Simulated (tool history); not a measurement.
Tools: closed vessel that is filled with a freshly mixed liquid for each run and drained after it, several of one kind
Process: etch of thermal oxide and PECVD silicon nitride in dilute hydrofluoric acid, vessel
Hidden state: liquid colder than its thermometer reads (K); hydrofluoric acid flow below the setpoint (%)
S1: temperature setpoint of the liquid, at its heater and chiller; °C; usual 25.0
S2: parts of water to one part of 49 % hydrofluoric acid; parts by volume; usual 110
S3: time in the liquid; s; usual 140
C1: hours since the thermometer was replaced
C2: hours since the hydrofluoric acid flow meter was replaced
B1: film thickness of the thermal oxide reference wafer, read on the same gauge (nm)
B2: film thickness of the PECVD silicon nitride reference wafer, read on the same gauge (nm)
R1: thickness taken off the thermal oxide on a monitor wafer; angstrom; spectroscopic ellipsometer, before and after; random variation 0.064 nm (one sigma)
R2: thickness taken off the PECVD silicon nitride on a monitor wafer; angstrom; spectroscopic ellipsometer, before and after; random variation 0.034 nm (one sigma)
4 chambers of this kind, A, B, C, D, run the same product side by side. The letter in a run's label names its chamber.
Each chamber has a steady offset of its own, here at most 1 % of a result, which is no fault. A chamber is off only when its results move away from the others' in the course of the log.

run	hour	S1	S2	S3	C1	C2	B1	B2	R1	R2
1C	6.0	25.0	110	140	2100.1	1012.6	99.991	139.98	63.728	77.015
2A	12.2	25.0	110	140	834.6	308.3	100.000	140.00	63.671	77.258
3B	15.4	25.0	110	140	2415.2	51.8	100.010	140.01	64.019	78.136
4D	22.2	25.0	110	140	551.1	543.6	100.020	140.01	63.752	76.599
5B	25.4	25.0	110	140	2425.2	61.8	99.997	139.99	64.077	77.327
6C	29.7	25.0	110	140	2123.8	1036.3	99.984	140.00	64.585	77.127
# hour 31.6: chamber C: hydrofluoric acid flow meter replaced
7D	32.7	29.5	110	140	561.6	554.1	100.000	140.00	75.578	101.930
8A	38.4	29.5	110	140	860.8	334.5	100.000	139.99	76.353	103.560
9C	43.9	29.5	110	140	2138.0	12.4	99.986	140.01	75.810	102.930
10B	48.9	29.5	110	140	2448.7	85.3	100.030	140.00	75.891	102.740
11D	53.1	25.0	110	140	582.0	574.5	100.000	140.00	63.327	76.259
12A	58.2	25.0	110	140	880.6	354.3	100.000	140.02	64.335	77.006
13D	65.0	25.0	110	140	593.9	586.4	99.992	139.99	64.001	76.676
14C	71.2	25.0	110	140	2165.3	39.7	99.984	140.01	62.074	77.550
15A	77.5	25.0	110	140	899.9	373.6	100.000	140.00	64.632	77.167
16B	82.7	25.0	110	140	2482.5	119.1	99.972	140.00	63.559	77.596
17C	86.9	25.0	110	140	2181.0	55.4	99.973	140.02	64.618	77.425
18B	90.5	25.0	110	140	2490.3	126.9	99.989	139.99	64.083	77.040
19D	95.2	25.0	110	140	624.1	616.6	99.966	140.02	63.721	76.394
20A	101.7	25.0	110	140	924.1	397.8	99.989	140.00	65.355	76.947
21B	108.3	25.0	110	140	2508.1	144.7	99.981	140.01	63.815	77.631
22C	113.4	25.0	110	140	2207.5	81.9	99.996	140.01	64.056	77.441
23A	117.3	25.0	90	200	939.7	413.4	99.989	140.00	115.060	133.040
24D	122.2	25.0	90	200	651.1	643.6	99.987	140.00	112.500	131.930
25D	127.2	25.0	90	200	656.1	648.6	100.040	140.00	112.100	133.500

Next, every chamber runs the same settings. What will each give?
26A	132.1	25.0	75	140					?	?
26B	132.1	25.0	75	140					?	?
26C	132.1	25.0	75	140					?	?
26D	132.1	25.0	75	140					?	?

run	R1	R2
26A	98.022	112.020
26B	96.910	112.710
26C	97.067	112.210
26D	95.985	110.610
